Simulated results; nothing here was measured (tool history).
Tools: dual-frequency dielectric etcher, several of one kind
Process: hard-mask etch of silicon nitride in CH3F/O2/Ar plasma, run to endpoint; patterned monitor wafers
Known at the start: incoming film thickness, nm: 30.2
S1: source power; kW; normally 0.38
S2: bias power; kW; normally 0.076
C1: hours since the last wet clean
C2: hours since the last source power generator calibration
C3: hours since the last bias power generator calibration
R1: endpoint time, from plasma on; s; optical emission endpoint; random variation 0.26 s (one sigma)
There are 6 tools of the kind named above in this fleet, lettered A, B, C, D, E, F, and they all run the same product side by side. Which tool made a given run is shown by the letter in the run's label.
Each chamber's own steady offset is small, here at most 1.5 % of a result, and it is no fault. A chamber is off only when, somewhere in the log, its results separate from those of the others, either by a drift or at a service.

Run 1D, day 0.333: usual settings; C1 144.1; C2 1242.3; C3 2997. Result: R1 43.962 s.
Run 2A, day 0.542: usual settings; C1 174.9; C2 1804.7; C3 112.2. Result: R1 43.871 s.
Run 3B, day 0.917: usual settings; C1 265.8; C2 1882.4; C3 602.8. Result: R1 43.58 s.
Run 4F, day 1.217: usual settings; C1 31; C2 1390.2; C3 1065.3. Result: R1 43.768 s.
Run 5C, day 1.538: usual settings; C1 374; C2 726.9; C3 368.7. Result: R1 44.547 s.
Run 6E, day 1.712: usual settings; C1 77.6; C2 864.1; C3 3223.9. Result: R1 44.376 s.
Run 7A, day 1.988: usual settings; C1 209.6; C2 1839.4; C3 146.9. Result: R1 43.929 s.
Run 8D, day 2.35: usual settings but S1 0.45 kW, S2 0.069 kW; C1 192.5; C2 1290.7; C3 3045.4. Result: R1 42.844 s.
Run 9C, day 2.588: usual settings but S1 0.45 kW, S2 0.069 kW; C1 399.2; C2 752.1; C3 393.9. Result: R1 42.931 s.
Run 10B, day 2.904: usual settings but S1 0.45 kW, S2 0.069 kW; C1 313.5; C2 1930.1; C3 650.5. Result: R1 41.934 s.
Run 11E, day 3.221: usual settings but S1 0.45 kW, S2 0.069 kW; C1 113.8; C2 900.3; C3 3260.1. Result: R1 43.005 s.
At day 3.454: chamber A: source power generator calibrated.
Run 12F, day 3.571: usual settings but S1 0.45 kW, S2 0.069 kW; C1 87.5; C2 1446.7; C3 1121.8. Result: R1 42.624 s.
Run 13A, day 3.858: usual settings but S1 0.45 kW, S2 0.069 kW; C1 254.5; C2 9.7; C3 191.8. Result: R1 42.458 s.
Run 14D, day 4.112: usual settings; C1 234.8; C2 1333; C3 3087.7. Result: R1 44.033 s.
Run 15C, day 4.338: usual settings; C1 441.2; C2 794.1; C3 435.9. Result: R1 44.523 s.
Run 16B, day 4.554: usual settings; C1 353.1; C2 1969.7; C3 690.1. Result: R1 43.315 s.
Run 17F, day 4.779: usual settings but S1 0.35 kW, S2 0.068 kW; C1 116.5; C2 1475.7; C3 1150.8. Result: R1 46.966 s.
Run 18E, day 5.121: usual settings but S1 0.35 kW, S2 0.068 kW; C1 159.4; C2 945.9; C3 3305.7. Result: R1 47.701 s.
Run 19C, day 5.379: usual settings but S1 0.35 kW, S2 0.068 kW; C1 466.2; C2 819.1; C3 460.9. Result: R1 47.333 s.
Run 20B, day 5.546: usual settings but S1 0.35 kW, S2 0.068 kW; C1 376.9; C2 1993.5; C3 713.9. Result: R1 46.435 s.
Run 21F, day 5.775: usual settings but S1 0.35 kW, S2 0.068 kW; C1 140.4; C2 1499.6; C3 1174.7. Result: R1 46.631 s.
Run 22E, day 5.983: usual settings but S1 0.35 kW, S2 0.068 kW; C1 180.1; C2 966.6; C3 3326.4. Result: R1 47.332 s.
At day 5.988: chamber B: wet clean of the chamber.
Run 23D, day 6.304: usual settings; C1 287.4; C2 1385.6; C3 3140.3. Result: R1 43.697 s.
Run 24A, day 6.646: usual settings; C1 321.4; C2 76.6; C3 258.7. Result: R1 42.762 s.
Run 25D, day 6.975: usual settings; C1 303.5; C2 1401.7; C3 3156.4. Result: R1 44.055 s.
Run 26E, day 7.279: usual settings; C1 211.2; C2 997.7; C3 3357.5. Result: R1 44.687 s.
Run 27A, day 7.604: usual settings; C1 344.4; C2 99.6; C3 281.7. Result: R1 42.831 s.
Run 28F, day 7.908: usual settings but S1 0.33 kW, S2 0.084 kW; C1 191.6; C2 1550.8; C3 1225.9. Result: R1 44.732 s.
Run 29C, day 8.204: usual settings but S1 0.33 kW, S2 0.084 kW; C1 534; C2 886.9; C3 528.7. Result: R1 45.34 s.
At day 8.358: chamber C: wet clean of the chamber.
Run 30B, day 8.471: usual settings but S1 0.33 kW, S2 0.084 kW; C1 59.7; C2 2063.7; C3 784.1. Result: R1 44.452 s.
Run 31F, day 8.754: usual settings but S1 0.33 kW, S2 0.084 kW; C1 211.9; C2 1571.1; C3 1246.2. Result: R1 44.681 s.
Run 32B, day 9.129: usual settings but S1 0.33 kW, S2 0.084 kW; C1 75.5; C2 2079.5; C3 799.9. Result: R1 43.99 s.
Run 33A, day 9.308: usual settings but S1 0.33 kW, S2 0.084 kW; C1 385.3; C2 140.5; C3 322.6. Result: R1 42.679 s.
Run 34C, day 9.646: usual settings but S1 0.44 kW; C1 30.9; C2 921.5; C3 563.3. Result: R1 42.003 s.
Run 35E, day 9.821: usual settings but S1 0.44 kW; C1 272.2; C2 1058.7; C3 3418.5. Result: R1 41.869 s.
Run 36D, day 10.008: usual settings but S1 0.44 kW; C1 376.3; C2 1474.5; C3 3229.2. Result: R1 41.688 s.
Run 37B, day 10.262: usual settings but S1 0.44 kW; C1 102.7; C2 2106.7; C3 827.1. Result: R1 41.108 s.
Run 38E, day 10.433: usual settings but S1 0.44 kW; C1 286.9; C2 1073.4; C3 3433.2. Result: R1 41.846 s.
Run 39C, day 10.654: usual settings but S1 0.44 kW; C1 55.1; C2 945.7; C3 587.5. Result: R1 41.482 s.
Run 40A, day 11.017: usual settings; C1 426.3; C2 181.5; C3 363.6. Result: R1 41.748 s.
Run 41F, day 11.325: usual settings; C1 273.6; C2 1632.8; C3 1307.9. Result: R1 43.777 s.

One chamber off, gauge drift, or nothing amiss beyond the chambers' own small offsets? If it is a chamber, which one, and what is the likeliest cause?

It is chamber A that slowly wanders off from its peers.
Most likely cause: etch rate over this chamber's usual, % = 5.21.

Below are 4 candidate recipes for chamber A's next run, each the usual settings with a change, their results shown as question marks. Which of them brings A's results back in line with what the other chambers give on the usual settings?
In line here means within this much of the mean the other chambers give on the usual settings: R1 0.9 s
Run 42A-1, day 11.592: usual settings but S1 0.43 kW. Result: R1 ?.
Run 42A-2, day 11.592: usual settings but S1 0.39 kW, S2 0.077 kW. Result: R1 ?.
Run 42A-3, day 11.592: usual settings but S1 0.35 kW, S2 0.071 kW. Result: R1 ?.
Run 42A-4, day 11.592: usual settings but S1 0.37 kW, S2 0.075 kW. Result: R1 ?.

Usual-settings mean across the other chambers: R1 43.934 s
  run      R1
42A-1  39.724
42A-2  41.027
42A-3  43.968
42A-4  42.237
The right change is 42A-3: it brings the chamber back within the allowed miss of the others.

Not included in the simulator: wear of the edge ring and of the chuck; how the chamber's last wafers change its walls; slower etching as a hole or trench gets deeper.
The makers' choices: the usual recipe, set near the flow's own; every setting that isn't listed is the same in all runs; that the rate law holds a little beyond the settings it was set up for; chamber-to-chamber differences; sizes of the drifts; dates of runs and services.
